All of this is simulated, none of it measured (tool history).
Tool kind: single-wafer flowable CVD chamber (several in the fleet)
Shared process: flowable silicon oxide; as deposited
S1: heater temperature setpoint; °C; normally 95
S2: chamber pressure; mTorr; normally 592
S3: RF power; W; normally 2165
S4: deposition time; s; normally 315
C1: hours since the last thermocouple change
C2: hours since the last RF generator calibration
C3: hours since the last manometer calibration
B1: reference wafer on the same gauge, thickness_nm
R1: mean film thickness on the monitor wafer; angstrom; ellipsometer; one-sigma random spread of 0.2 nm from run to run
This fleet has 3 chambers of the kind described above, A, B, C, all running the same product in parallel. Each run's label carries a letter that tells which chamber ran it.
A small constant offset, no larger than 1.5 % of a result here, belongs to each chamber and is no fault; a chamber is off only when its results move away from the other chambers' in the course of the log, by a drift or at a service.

| run | hour | S1 | S2 | S3 | S4 | C1 | C2 | C3 | B1 | R1 |
|---|---|---|---|---|---|---|---|---|---|---|
| 1B | 6.2 | 95 | 592 | 2165 | 315 | 1036.9 | 631.8 | 738.1 | 122.99 | 1523.2 |
| 2A | 11.1 | 95 | 592 | 2165 | 315 | 2630.5 | 919.7 | 1593.2 | 123.01 | 1528.3 |
| 3C | 20.5 | 95 | 592 | 2165 | 315 | 501.1 | 50.2 | 1280.5 | 123.06 | 1542.9 |
| 4B | 30.3 | 95 | 592 | 2165 | 315 | 1061 | 655.9 | 762.2 | 123.12 | 1523.4 |
| 5A | 35.8 | 95 | 592 | 2165 | 315 | 2655.2 | 944.4 | 1617.9 | 123.1 | 1530.2 |
| 6C | 40.7 | 95 | 592 | 2165 | 315 | 521.3 | 70.4 | 1300.7 | 123.11 | 1543.1 |
| 7C | 51.3 | 95 | 663 | 2165 | 315 | 531.9 | 81 | 1311.3 | 123.1 | 1800.1 |
| 8B | 57.1 | 95 | 663 | 2165 | 315 | 1087.8 | 682.7 | 789 | 123.15 | 1790.7 |
| 9A | 66.1 | 95 | 663 | 2165 | 315 | 2685.5 | 974.7 | 1648.2 | 123.14 | 1785.9 |
| 10C | 72.1 | 95 | 592 | 2165 | 315 | 552.7 | 101.8 | 1332.1 | 123.19 | 1540.7 |
| 11A | 81.5 | 95 | 592 | 2165 | 315 | 2700.9 | 990.1 | 1663.6 | 123.2 | 1526.6 |
| 12B | 91.7 | 95 | 592 | 2165 | 315 | 1122.4 | 717.3 | 823.6 | 123.24 | 1528.5 |
| 13B | 101.6 | 95 | 592 | 2165 | 315 | 1132.3 | 727.2 | 833.5 | 123.22 | 1530.7 |
| 14C | 111.4 | 95 | 592 | 2165 | 315 | 592 | 141.1 | 1371.4 | 123.24 | 1543.9 |
| 15A | 119.9 | 95 | 592 | 2165 | 315 | 2739.3 | 1028.5 | 1702 | 123.29 | 1530.6 |
| 16B | 125.5 | 84 | 592 | 1800 | 315 | 1156.2 | 751.1 | 857.4 | 123.29 | 2087.2 |
| 17C | 136.1 | 84 | 592 | 1800 | 315 | 616.7 | 165.8 | 1396.1 | 123.3 | 2099.4 |
| 18A | 141.4 | 84 | 592 | 1800 | 315 | 2760.8 | 1050 | 1723.5 | 123.32 | 2086.9 |
| 19B | 150.7 | 95 | 592 | 2165 | 315 | 1181.4 | 776.3 | 882.6 | 123.32 | 1532.2 |
| 20C | 161.3 | 95 | 592 | 1795 | 256 | 641.9 | 191 | 1421.3 | 123.39 | 1205.8 |
| 21A | 169.4 | 95 | 592 | 1795 | 256 | 2788.8 | 1078 | 1751.5 | 123.4 | 1194.8 |
| 22C | 180.5 | 95 | 592 | 1795 | 256 | 661.1 | 210.2 | 1440.5 | 123.39 | 1207 |
| 23B | 188.6 | 95 | 592 | 2165 | 315 | 1219.3 | 814.2 | 920.5 | 123.49 | 1531.8 |
| 24A | 197.1 | 95 | 592 | 2165 | 315 | 2816.5 | 1105.7 | 1779.2 | 123.45 | 1532.2 |
| 25B | 204.4 | 95 | 592 | 2165 | 315 | 1235.1 | 830 | 936.3 | 123.49 | 1531.1 |
| 26C | 212.8 | 95 | 592 | 2165 | 315 | 693.4 | 242.5 | 1472.8 | 123.53 | 1548.9 |
| 27A | 218.8 | 95 | 592 | 2165 | 315 | 2838.2 | 1127.4 | 1800.9 | 123.46 | 1532.4 |
|  | 219.7 | chamber A: thermocouple changed; heater temperature recalibrated |
| 28B | 224.4 | 95 | 592 | 2165 | 315 | 1255.1 | 850 | 956.3 | 123.49 | 1530.5 |
| 29C | 232.3 | 95 | 592 | 2165 | 315 | 712.9 | 262 | 1492.3 | 123.53 | 1548.7 |
| 30A | 243 | 95 | 592 | 2165 | 315 | 23.3 | 1151.6 | 1825.1 | 123.56 | 1536.7 |
| 31B | 252.6 | 95 | 592 | 2165 | 315 | 1283.3 | 878.2 | 984.5 | 123.64 | 1532.1 |
|  | 256.4 | chamber A: RF generator calibrated |
| 32C | 259.3 | 95 | 592 | 2165 | 315 | 739.9 | 289 | 1519.3 | 123.65 | 1552 |
| 33A | 267 | 95 | 592 | 2165 | 315 | 47.3 | 10.7 | 1849.1 | 123.65 | 1534.3 |
| 34A | 272.9 | 95 | 592 | 2165 | 315 | 53.2 | 16.6 | 1855 | 123.66 | 1537.3 |
| 35C | 279.6 | 95 | 592 | 2165 | 315 | 760.2 | 309.3 | 1539.6 | 123.69 | 1555 |

For the next run the whole fleet of 3 chambers uses the same settings. Give each chamber's results:
| 36A | 287.5 | 95 | 592 | 2165 | 315 |  |  |  |  | ? |
| 36B | 287.5 | 95 | 592 | 2165 | 315 |  |  |  |  | ? |
| 36C | 287.5 | 95 | 592 | 2165 | 315 |  |  |  |  | ? |

| run | R1 |
|---|---|
| 36A | 1535.3 |
| 36B | 1534.3 |
| 36C | 1548.8 |

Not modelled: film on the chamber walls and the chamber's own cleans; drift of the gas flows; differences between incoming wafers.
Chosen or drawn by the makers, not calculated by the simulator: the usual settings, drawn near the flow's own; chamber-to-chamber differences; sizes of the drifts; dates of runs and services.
